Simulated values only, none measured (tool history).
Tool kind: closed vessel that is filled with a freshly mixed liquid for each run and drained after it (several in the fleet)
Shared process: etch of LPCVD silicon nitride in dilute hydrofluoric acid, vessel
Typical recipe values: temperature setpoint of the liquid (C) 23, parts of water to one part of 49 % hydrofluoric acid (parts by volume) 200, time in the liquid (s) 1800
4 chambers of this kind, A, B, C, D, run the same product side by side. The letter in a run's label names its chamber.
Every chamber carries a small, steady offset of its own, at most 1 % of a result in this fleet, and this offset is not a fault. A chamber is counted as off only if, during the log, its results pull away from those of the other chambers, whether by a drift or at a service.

| run | hour | temperature setpoint of the liquid (C) | parts of water to one part of 49 % hydrofluoric acid (parts by volume) | time in the liquid (s) | hours since the thermometer was replaced | hours since the hydrofluoric acid flow meter was replaced | read-back film thickness of the LPCVD silicon nitride reference wafer, read on the same gauge (nm) | thickness taken off the LPCVD silicon nitride on a monitor wafer (nm) |
|---|---|---|---|---|---|---|---|---|
| 1B | 5.2 | 23 | 200 | 1800 | 631.4 | 1241.8 | 129.95 | 4.5225 |
| 2D | 8.7 | 23 | 200 | 1800 | 2195.6 | 851.5 | 129.99 | 4.5934 |
| 3C | 13.2 | 23 | 200 | 1800 | 1218.5 | 1381.6 | 130.02 | 4.5687 |
| 4A | 20.1 | 23 | 200 | 1800 | 400.8 | 1332 | 129.98 | 4.4583 |
| 5C | 26.5 | 23 | 200 | 1800 | 1231.8 | 1394.9 | 129.97 | 4.5918 |
| 6D | 32.7 | 23 | 200 | 1800 | 2219.6 | 875.5 | 129.96 | 4.611 |
| 7B | 36.3 | 26.5 | 200 | 1800 | 662.5 | 1272.9 | 129.95 | 5.618 |
| 8A | 42 | 26.5 | 200 | 1800 | 422.7 | 1353.9 | 130.02 | 5.7031 |
| 9A | 46.9 | 26.5 | 200 | 1800 | 427.6 | 1358.8 | 130.02 | 5.5724 |
| 10D | 51.2 | 26.5 | 200 | 1800 | 2238.1 | 894 | 129.99 | 5.7422 |
| 11B | 54.9 | 23 | 200 | 1800 | 681.1 | 1291.5 | 130.02 | 4.4675 |
| 12C | 60.8 | 23 | 200 | 1800 | 1266.1 | 1429.2 | 130.01 | 4.4847 |
| 13B | 65.9 | 27.5 | 200 | 1800 | 692.1 | 1302.5 | 129.98 | 6.0367 |
| 14A | 70.8 | 27.5 | 200 | 1800 | 451.5 | 1382.7 | 130 | 6.0244 |
| 15C | 77 | 27.5 | 200 | 1800 | 1282.3 | 1445.4 | 130.01 | 5.9791 |
| 16D | 81.2 | 27.5 | 200 | 1800 | 2268.1 | 924 | 129.99 | 6.1283 |
| 17B | 86.1 | 23 | 200 | 2185 | 712.3 | 1322.7 | 130.03 | 5.5296 |
|  | 92 | chamber D: hydrofluoric acid flow meter replaced |
| 18C | 92.6 | 23 | 200 | 2185 | 1297.9 | 1461 | 130.01 | 5.5229 |
| 19D | 98.2 | 23 | 200 | 2185 | 2285.1 | 6.2 | 130 | 5.493 |
| 20A | 105.4 | 23 | 200 | 2185 | 486.1 | 1417.3 | 129.98 | 5.5797 |
| 21C | 112.8 | 23 | 200 | 1800 | 1318.1 | 1481.2 | 129.98 | 4.5606 |
| 22A | 119.6 | 23 | 200 | 1800 | 500.3 | 1431.5 | 129.97 | 4.519 |
| 23D | 124.2 | 21.5 | 200 | 1800 | 2311.1 | 32.2 | 129.95 | 4.1612 |
| 24B | 128 | 21.5 | 200 | 1800 | 754.2 | 1364.6 | 130.02 | 4.2081 |
| 25C | 135.3 | 21.5 | 200 | 1800 | 1340.6 | 1503.7 | 130 | 4.1182 |
| 26B | 140.9 | 21.5 | 200 | 1800 | 767.1 | 1377.5 | 130 | 4.2918 |
| 27D | 144.7 | 23 | 200 | 2145 | 2331.6 | 52.7 | 130 | 5.5151 |
| 28A | 149.6 | 23 | 200 | 2145 | 530.3 | 1461.5 | 129.97 | 5.3583 |
| 29D | 155.2 | 23 | 200 | 2145 | 2342.1 | 63.2 | 130.05 | 5.4886 |
| 30A | 162.7 | 23 | 200 | 2145 | 543.4 | 1474.6 | 129.94 | 5.4503 |
| 31B | 168 | 23 | 200 | 1800 | 794.2 | 1404.6 | 129.99 | 4.7273 |
| 32C | 174.6 | 23 | 200 | 1800 | 1379.9 | 1543 | 130.01 | 4.5014 |
| 33C | 180.7 | 23 | 200 | 1800 | 1386 | 1549.1 | 130.04 | 4.5242 |
| 34B | 188.5 | 23 | 200 | 1800 | 814.7 | 1425.1 | 129.96 | 4.7932 |
| 35D | 192.1 | 21 | 200 | 1225 | 2379 | 100.1 | 130.01 | 2.7347 |
| 36A | 197.7 | 21 | 200 | 1225 | 578.4 | 1509.6 | 130.03 | 2.7118 |
| 37C | 202 | 21 | 200 | 1225 | 1407.3 | 1570.4 | 130.01 | 2.7758 |
| 38D | 207.9 | 21 | 200 | 1225 | 2394.8 | 115.9 | 130.04 | 2.7261 |
| 39B | 214 | 28 | 200 | 785 | 840.2 | 1450.6 | 130.01 | 2.904 |

Next, all 4 chambers run the settings below, one line each with question marks for the results. What does each chamber give?
| 40A | 219.6 | 21.5 | 200 | 1800 |  |  |  | ? |
| 40B | 219.6 | 21.5 | 200 | 1800 |  |  |  | ? |
| 40C | 219.6 | 21.5 | 200 | 1800 |  |  |  | ? |
| 40D | 219.6 | 21.5 | 200 | 1800 |  |  |  | ? |

| run | thickness taken off the LPCVD silicon nitride on a monitor wafer (nm) |
|---|---|
| 40A | 4.0897 |
| 40B | 4.4248 |
| 40C | 4.1156 |
| 40D | 4.1385 |

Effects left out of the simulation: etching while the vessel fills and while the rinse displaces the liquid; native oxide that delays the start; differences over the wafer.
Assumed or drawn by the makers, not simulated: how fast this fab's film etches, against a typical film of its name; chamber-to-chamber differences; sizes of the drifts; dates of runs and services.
